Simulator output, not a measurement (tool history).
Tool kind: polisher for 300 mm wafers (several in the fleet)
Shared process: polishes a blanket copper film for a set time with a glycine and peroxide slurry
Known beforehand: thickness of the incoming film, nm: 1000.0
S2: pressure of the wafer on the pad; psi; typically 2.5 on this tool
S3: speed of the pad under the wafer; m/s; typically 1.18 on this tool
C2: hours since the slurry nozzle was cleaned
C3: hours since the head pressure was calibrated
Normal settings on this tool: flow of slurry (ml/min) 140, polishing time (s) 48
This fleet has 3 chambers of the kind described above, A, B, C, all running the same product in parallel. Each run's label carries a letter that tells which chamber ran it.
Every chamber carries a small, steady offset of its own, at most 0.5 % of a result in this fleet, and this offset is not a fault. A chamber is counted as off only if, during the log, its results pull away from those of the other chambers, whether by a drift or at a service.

{"run": "1B", "hour": 4.2, "flow of slurry (ml/min)": 140, "S2": 2.5, "S3": 1.18, "polishing time (s)": 48, "wafers polished on this pad": 539, "C2": 129.6, "C3": 456.6, "film removed (Å)": 3016.3}
{"hour": 5.1, "done": "chamber B: worn pad replaced by a new one"}
{"hour": 7.2, "done": "chamber C: worn pad replaced by a new one"}
{"run": "2C", "hour": 7.8, "flow of slurry (ml/min)": 140, "S2": 2.5, "S3": 1.18, "polishing time (s)": 48, "wafers polished on this pad": 11, "C2": 295.3, "C3": 197.7, "film removed (Å)": 2984.6}
{"run": "3A", "hour": 12.7, "flow of slurry (ml/min)": 140, "S2": 2.5, "S3": 1.18, "polishing time (s)": 48, "wafers polished on this pad": 374, "C2": 490.0, "C3": 324.3, "film removed (Å)": 2970.7}
{"run": "4A", "hour": 16.3, "flow of slurry (ml/min)": 140, "S2": 2.5, "S3": 1.18, "polishing time (s)": 48, "wafers polished on this pad": 438, "C2": 493.6, "C3": 327.9, "film removed (Å)": 2982.1}
{"run": "5C", "hour": 21.1, "flow of slurry (ml/min)": 140, "S2": 2.5, "S3": 1.18, "polishing time (s)": 48, "wafers polished on this pad": 245, "C2": 308.6, "C3": 211.0, "film removed (Å)": 2970.9}
{"hour": 24.7, "done": "chamber B: head pressure recalibrated"}
{"run": "6B", "hour": 25.1, "flow of slurry (ml/min)": 140, "S2": 2.9, "S3": 1.18, "polishing time (s)": 48, "wafers polished on this pad": 352, "C2": 150.5, "C3": 0.5, "film removed (Å)": 3400.0}
{"run": "7A", "hour": 31.0, "flow of slurry (ml/min)": 140, "S2": 2.9, "S3": 1.18, "polishing time (s)": 48, "wafers polished on this pad": 697, "C2": 508.3, "C3": 342.6, "film removed (Å)": 3336.9}
{"run": "8B", "hour": 37.3, "flow of slurry (ml/min)": 140, "S2": 2.9, "S3": 1.18, "polishing time (s)": 48, "wafers polished on this pad": 568, "C2": 162.7, "C3": 12.7, "film removed (Å)": 3374.0}
{"hour": 39.3, "done": "chamber B: worn pad replaced by a new one"}
{"run": "9C", "hour": 41.9, "flow of slurry (ml/min)": 140, "S2": 2.5, "S3": 1.18, "polishing time (s)": 48, "wafers polished on this pad": 612, "C2": 329.4, "C3": 231.8, "film removed (Å)": 2940.7}
{"hour": 47.7, "done": "chamber A: slurry nozzle cleaned"}
{"run": "10C", "hour": 48.1, "flow of slurry (ml/min)": 140, "S2": 2.5, "S3": 1.18, "polishing time (s)": 48, "wafers polished on this pad": 721, "C2": 335.6, "C3": 238.0, "film removed (Å)": 2959.3}
{"run": "11A", "hour": 53.5, "flow of slurry (ml/min)": 140, "S2": 2.5, "S3": 1.18, "polishing time (s)": 48, "wafers polished on this pad": 1094, "C2": 5.8, "C3": 365.1, "film removed (Å)": 2962.9}
{"hour": 58.1, "done": "chamber A: worn pad replaced by a new one"}
{"hour": 58.6, "done": "chamber C: worn pad replaced by a new one"}
{"run": "12B", "hour": 60.5, "flow of slurry (ml/min)": 140, "S2": 2.1, "S3": 1.18, "polishing time (s)": 48, "wafers polished on this pad": 375, "C2": 185.9, "C3": 35.9, "film removed (Å)": 2581.1}
{"run": "13C", "hour": 64.5, "flow of slurry (ml/min)": 140, "S2": 2.1, "S3": 1.18, "polishing time (s)": 48, "wafers polished on this pad": 105, "C2": 352.0, "C3": 254.4, "film removed (Å)": 2611.0}
{"hour": 68.5, "done": "chamber A: head pressure recalibrated"}
{"run": "14B", "hour": 68.7, "flow of slurry (ml/min)": 140, "S2": 2.1, "S3": 1.18, "polishing time (s)": 48, "wafers polished on this pad": 519, "C2": 194.1, "C3": 44.1, "film removed (Å)": 2586.2}
{"run": "15A", "hour": 73.1, "flow of slurry (ml/min)": 110, "S2": 2.5, "S3": 1.18, "polishing time (s)": 48, "wafers polished on this pad": 264, "C2": 25.4, "C3": 4.6, "film removed (Å)": 2996.9}
{"hour": 73.6, "done": "chamber B: worn pad replaced by a new one"}
{"run": "16C", "hour": 76.5, "flow of slurry (ml/min)": 110, "S2": 2.5, "S3": 1.18, "polishing time (s)": 48, "wafers polished on this pad": 317, "C2": 364.0, "C3": 266.4, "film removed (Å)": 2844.4}
{"run": "17A", "hour": 80.8, "flow of slurry (ml/min)": 110, "S2": 2.5, "S3": 1.18, "polishing time (s)": 48, "wafers polished on this pad": 400, "C2": 33.1, "C3": 12.3, "film removed (Å)": 2989.1}
{"run": "18B", "hour": 84.6, "flow of slurry (ml/min)": 140, "S2": 2.5, "S3": 1.18, "polishing time (s)": 48, "wafers polished on this pad": 195, "C2": 210.0, "C3": 60.0, "film removed (Å)": 2968.5}
{"run": "19C", "hour": 91.2, "flow of slurry (ml/min)": 140, "S2": 2.5, "S3": 1.18, "polishing time (s)": 48, "wafers polished on this pad": 576, "C2": 378.7, "C3": 281.1, "film removed (Å)": 2972.4}
{"run": "20B", "hour": 97.0, "flow of slurry (ml/min)": 140, "S2": 2.5, "S3": 1.18, "polishing time (s)": 48, "wafers polished on this pad": 413, "C2": 222.4, "C3": 72.4, "film removed (Å)": 3011.6}
{"run": "21A", "hour": 103.2, "flow of slurry (ml/min)": 140, "S2": 2.5, "S3": 1.18, "polishing time (s)": 48, "wafers polished on this pad": 794, "C2": 55.5, "C3": 34.7, "film removed (Å)": 3164.2}
{"hour": 105.4, "done": "chamber C: worn pad replaced by a new one"}
{"hour": 106.3, "done": "chamber B: worn pad replaced by a new one"}
{"run": "22B", "hour": 106.6, "flow of slurry (ml/min)": 140, "S2": 2.5, "S3": 1.18, "polishing time (s)": 48, "wafers polished on this pad": 5, "C2": 232.0, "C3": 82.0, "film removed (Å)": 2997.9}
{"run": "23C", "hour": 112.9, "flow of slurry (ml/min)": 140, "S2": 2.5, "S3": 1.18, "polishing time (s)": 48, "wafers polished on this pad": 133, "C2": 400.4, "C3": 302.8, "film removed (Å)": 2971.8}
{"run": "24A", "hour": 118.9, "flow of slurry (ml/min)": 140, "S2": 2.5, "S3": 1.18, "polishing time (s)": 48, "wafers polished on this pad": 1071, "C2": 71.2, "C3": 50.4, "film removed (Å)": 3170.1}
{"run": "25A", "hour": 125.3, "flow of slurry (ml/min)": 140, "S2": 2.5, "S3": 1.18, "polishing time (s)": 48, "wafers polished on this pad": 1184, "C2": 77.6, "C3": 56.8, "film removed (Å)": 3117.2}

The same settings go to every chamber for the next run, one line per chamber below. Forecast the results for each:
{"run": "26A", "hour": 130.4, "flow of slurry (ml/min)": 140, "S2": 2.5, "S3": 1.18, "polishing time (s)": 63, "film removed (Å)": "?"}
{"run": "26B", "hour": 130.4, "flow of slurry (ml/min)": 140, "S2": 2.5, "S3": 1.18, "polishing time (s)": 63, "film removed (Å)": "?"}
{"run": "26C", "hour": 130.4, "flow of slurry (ml/min)": 140, "S2": 2.5, "S3": 1.18, "polishing time (s)": 63, "film removed (Å)": "?"}

run=26A film_removed_(Å)=4108.5
run=26B film_removed_(Å)=3909.4
run=26C film_removed_(Å)=3882.6
